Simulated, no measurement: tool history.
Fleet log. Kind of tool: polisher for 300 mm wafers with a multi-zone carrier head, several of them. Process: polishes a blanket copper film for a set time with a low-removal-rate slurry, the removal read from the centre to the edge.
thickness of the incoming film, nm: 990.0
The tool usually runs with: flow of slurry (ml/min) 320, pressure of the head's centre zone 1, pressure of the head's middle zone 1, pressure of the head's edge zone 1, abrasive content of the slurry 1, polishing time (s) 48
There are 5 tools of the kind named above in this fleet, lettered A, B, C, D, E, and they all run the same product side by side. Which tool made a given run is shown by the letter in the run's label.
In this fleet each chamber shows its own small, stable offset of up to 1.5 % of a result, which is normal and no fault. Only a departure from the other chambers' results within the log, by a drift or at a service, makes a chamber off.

run   hour  flow of slurry (ml/min)  pressure of the head's centre zone  pressure of the head's middle zone  pressure of the head's edge zone  abrasive content of the slurry  polishing time (s)  film removed at the wafer's centre (nm)  film removed at mid-radius (nm)  film removed at the wafer's edge (nm)
 1A    5.8                      320                                   1                                   1                                 1                               1                  48                                   135.78                           135.14                                 134.62
 2C   12.4                      320                                   1                                   1                                 1                               1                  48                                   137.98                           136.82                                 138.35
 3B   19.3                      320                                   1                                   1                                 1                               1                  48                                   137.05                           139.23                                 138.51
 4D   26.3                      320                                   1                                   1                                 1                               1                  48                                   134.58                           138.18                                 137.17
      31.9  -- chamber E: worn pad replaced by a new one
 5E   36.4                      320                                   1                                   1                                 1                               1                  48                                   137.81                           135.96                                 137.48
      36.8  -- chamber C: worn pad replaced by a new one
      36.9  -- chamber D: worn pad replaced by a new one
      41.9  -- chamber B: worn pad replaced by a new one
 6D   42.9                      320                                   1                                   1                                 1                               1                  48                                   135.86                           137.76                                 137.83
      52.4  -- chamber A: worn pad replaced by a new one
 7A   54.5                      320                                0.93                                   1                                 1                               1                  48                                   128.15                           134.53                                  136.2
      58.8  -- chamber A: slurry nozzle cleaned
      61.8  -- chamber E: slurry nozzle cleaned
      63.4  -- chamber D: slurry nozzle cleaned
 8C   65.4                      320                                0.93                                   1                                 1                               1                  48                                   126.77                           137.48                                 139.34
 9B   70.5                      320                                0.93                                   1                                 1                               1                  48                                   125.13                           135.63                                 138.52
10E     79                      320                                0.93                                   1                                 1                               1                  48                                   124.12                           140.31                                 138.22
11B   87.8                      320                                0.93                                   1                                 1                               1                  48                                   126.68                           137.41                                 136.74
12A   95.2                      320                                   1                                   1                                 1                               1                  48                                   136.22                           134.39                                 134.13
     101.1  -- chamber E: worn pad replaced by a new one
13E  106.4                      320                                   1                                   1                                 1                               1                  48                                    136.7                           136.03                                 137.18
     111.1  -- chamber B: worn pad replaced by a new one
14C  112.2                      320                                   1                                   1                                 1                               1                  48                                   135.01                           140.66                                 138.84
     112.9  -- chamber D: worn pad replaced by a new one
     117.6  -- chamber A: worn pad replaced by a new one
15D  119.9                      320                                   1                                   1                                 1                               1                  48                                      138                           136.86                                 137.99
     121.8  -- chamber C: worn pad replaced by a new one
16E  131.5                      320                                   1                                   1                                 1                               1                  48                                   136.71                           137.91                                 137.58
     132.5  -- chamber E: edge zone pressure recalibrated
     137.6  -- chamber A: edge zone pressure recalibrated
17A  138.6                      320                                   1                                   1                                 1                               1                  48                                    138.7                           139.11                                 134.47
18B  148.8                      320                                   1                                   1                                 1                               1                  48                                   136.53                           139.56                                 138.71
19D  155.9                      320                                   1                                   1                                 1                               1                  48                                   136.35                           137.48                                 137.34
20C  161.6                      320                                   1                                   1                                 1                               1                  48                                   137.49                           138.27                                 138.45
     166.3  -- chamber E: worn pad replaced by a new one
21B  170.4                      320                                   1                                   1                                 1                               1                  48                                   136.18                            135.6                                 135.88
     174.7  -- chamber D: worn pad replaced by a new one
22D  179.8                      320                                   1                                   1                                 1                               1                  48                                   135.94                           135.28                                 139.08
     181.3  -- chamber B: worn pad replaced by a new one
23A  187.6                      320                                   1                                   1                                 1                               1                  64                                   183.86                            177.2                                 181.59
24E  193.9                      320                                   1                                   1                                 1                               1                  64                                   182.32                            184.6                                 181.25
     196.8  -- chamber A: worn pad replaced by a new one
     203.4  -- chamber C: centre zone pressure recalibrated
25C  203.8                      320                                   1                                   1                                 1                               1                  64                                   181.16                           182.28                                  182.6
     205.3  -- chamber C: worn pad replaced by a new one
26E  214.4                      320                                   1                                   1                                 1                               1                  64                                   181.01                           181.72                                 182.62
27D  223.5                      320                                   1                                   1                                 1                               1                  64                                   184.01                           184.61                                 184.75
28A  232.8                      320                                   1                                   1                                 1                               1                  48                                   138.74                           134.73                                 136.43
29B  239.3                      320                                   1                                   1                                 1                               1                  48                                   132.47                           137.15                                 137.95
     242.9  -- chamber C: edge zone pressure recalibrated
30C  246.1                      320                                   1                                   1                                 1                               1                  48                                   135.55                           137.22                                  138.3
     246.7  -- chamber E: worn pad replaced by a new one
     251.1  -- chamber E: slurry nozzle cleaned
     251.7  -- chamber D: worn pad replaced by a new one
31C  253.8                      320                                   1                                   1                                 1                               1                  48                                   135.26                           137.94                                  138.5
     256.5  -- chamber B: worn pad replaced by a new one
32D  260.6                      320                                1.11                                   1                                 1                               1                  62                                   197.09                           172.98                                 178.53
     262.1  -- chamber A: worn pad replaced by a new one
33B  265.9                      320                                1.11                                   1                                 1                               1                  62                                   198.48                           177.34                                 179.22
34A  274.5                      320                                1.11                                   1                                 1                               1                  62                                   201.18                           176.71                                 173.72
35E  283.3                      320                                1.11                                   1                                 1                               1                  62                                   199.66                           178.87                                  176.8
       292  -- chamber B: slurry nozzle cleaned
36A    292                      320                                1.11                                   1                                 1                               1                  62                                   197.61                           173.49                                 174.71
37B  298.3                      320                                   1                                   1                                 1                               1                  48                                   136.67                           137.48                                 138.54
     299.9  -- chamber C: worn pad replaced by a new one
38C  307.5                      320                                   1                                   1                                 1                               1                  48                                   135.43                           137.32                                 138.59
     314.5  -- chamber E: worn pad replaced by a new one
39E  316.6                      320                                   1                                   1                                 1                            1.25                  59                                   178.18                           176.14                                 176.92
     317.8  -- chamber B: worn pad replaced by a new one
40D  323.3                      320                                   1                                   1                                 1                            1.25                  59                                   176.71                           172.99                                 177.81
     325.6  -- chamber D: worn pad replaced by a new one
41C  333.8                      320                                   1                                   1                                 1                            1.25                  59                                   178.63                            176.6                                  176.2
       338  -- chamber B: edge zone pressure recalibrated
42E  343.5                      320                                   1                                   1                                 1                            1.25                  59                                   177.44                           175.55                                 177.39
43B  351.6                      320                                   1                                   1                                 1                            1.25                  59                                   178.22                           176.17                                 179.01
44D  359.6                      320                                   1                                   1                                 1                               1                  48                                   136.33                           134.59                                 138.98

Read the log: is a single chamber off, either drifting away or since a service, is the gauge that measures every chamber drifting, or is nothing wrong beyond small per-chamber offsets? Name any odd chamber and what most likely caused it.

All chambers stay in line apart from their small fixed offsets, and the gauge does not drift.
